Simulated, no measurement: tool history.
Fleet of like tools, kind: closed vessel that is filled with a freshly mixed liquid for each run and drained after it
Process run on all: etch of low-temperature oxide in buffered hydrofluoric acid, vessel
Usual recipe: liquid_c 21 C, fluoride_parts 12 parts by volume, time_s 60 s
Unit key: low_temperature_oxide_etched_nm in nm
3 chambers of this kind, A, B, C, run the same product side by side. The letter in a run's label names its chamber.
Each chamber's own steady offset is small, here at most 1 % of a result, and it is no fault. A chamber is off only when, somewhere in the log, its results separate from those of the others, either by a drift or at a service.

run,day,liquid_c,fluoride_parts,time_s,"read-back film thickness of the low-temperature oxide reference wafer, read on the same gauge (nm)",low_temperature_oxide_etched_nm
1C,0.2,21,12,60,99.946,94.838
2B,0.392,21,12,60,100,95.776
3A,0.667,21,12,60,100.03,96.182
4C,0.946,21,12,60,100.02,94.567
5B,1.1,21,12,60,100.02,94.27
6A,1.238,21,12,60,99.983,95.425
7A,1.475,21,12,60,100.03,95.419
8C,1.604,21,12,60,100.03,94.306
9B,1.838,21,12,60,100.01,93.535
10B,2.083,21,14.5,60,100.01,79.058
11A,2.321,21,14.5,60,99.989,80.081
12C,2.579,21,14.5,60,99.994,78.96
13A,2.771,21,12,60,100,95.203
14B,3,21,12,30,100.03,48.079
15C,3.188,21,12,30,100.01,47.423
16B,3.421,21,12,30,99.994,48.857
17A,3.7,18.5,12,60,100.05,85.032
18C,3.892,18.5,12,60,100.03,82.307
19A,4.158,18.5,12,60,100,82.826
20B,4.404,21,12,60,100.03,99.663
21C,4.55,21,12,60,100.03,94.334
22B,4.788,21,12,60,99.978,96.329
23C,5.058,21,12,60,100.04,94.812
24A,5.275,21,12,60,99.982,95.331
25C,5.504,21,9,60,100.03,121.81
26A,5.762,21,9,60,99.956,122.39
27B,5.971,21,9,60,99.97,128.17
28C,6.108,18,15,60,100.02,63.671
29A,6.346,18,15,60,99.982,65.389
30B,6.583,18,15,60,100,68.273
31B,6.871,21,12,60,99.994,100.33
32C,7.004,21,12,60,100.05,95.447
33A,7.158,21,12,60,99.975,94.168
34C,7.421,26,12,60,100.04,125.81
35A,7.554,26,12,60,100.01,125.33
36B,7.796,26,12,60,100.02,134.36
37B,8.067,21,12,60,100,101.59
38C,8.292,21,12,60,100.02,94.12
39A,8.533,21,12,60,99.973,97.332
40C,8.671,21,12,60,99.969,94.896
41B,8.904,21,12,60,100.04,102.82
42A,9.179,22.5,12,70,99.987,120.41
43C,9.433,22.5,12,70,100.01,120.32
44A,9.6,22.5,12,70,100.02,121.81

What goes on in this fleet: one chamber off, a drifting gauge, or nothing beyond the chambers' own small offsets? Name the chamber and the cause, if any.

Chamber B drifts away from the others.
Likeliest cause: hydrofluoric acid flow above the setpoint (%) = 9.5.
From this log alone, it may not be told apart from: liquid hotter than its thermometer reads (K).

Which of the 4 candidates below, each the usual settings with something changed and its results left as question marks, puts chamber B back in line with what the other chambers give on the usual settings?
A result is in line if it is within this distance of the other chambers' mean on the usual settings: low_temperature_oxide_etched_nm 3.2 nm
45B-1,9.808,20.5,12,60,,?
45B-2,9.808,21,12,65,,?
45B-3,9.808,21.5,12,60,,?
45B-4,9.808,21,12,55,,?

The mean the other chambers reach with the usual settings: low_temperature_oxide_etched_nm 95.187 nm
run,low_temperature_oxide_etched_nm
45B-1,100.37
45B-2,111.8
45B-3,106.05
45B-4,94.603
45B-4 brings the chamber back in line.

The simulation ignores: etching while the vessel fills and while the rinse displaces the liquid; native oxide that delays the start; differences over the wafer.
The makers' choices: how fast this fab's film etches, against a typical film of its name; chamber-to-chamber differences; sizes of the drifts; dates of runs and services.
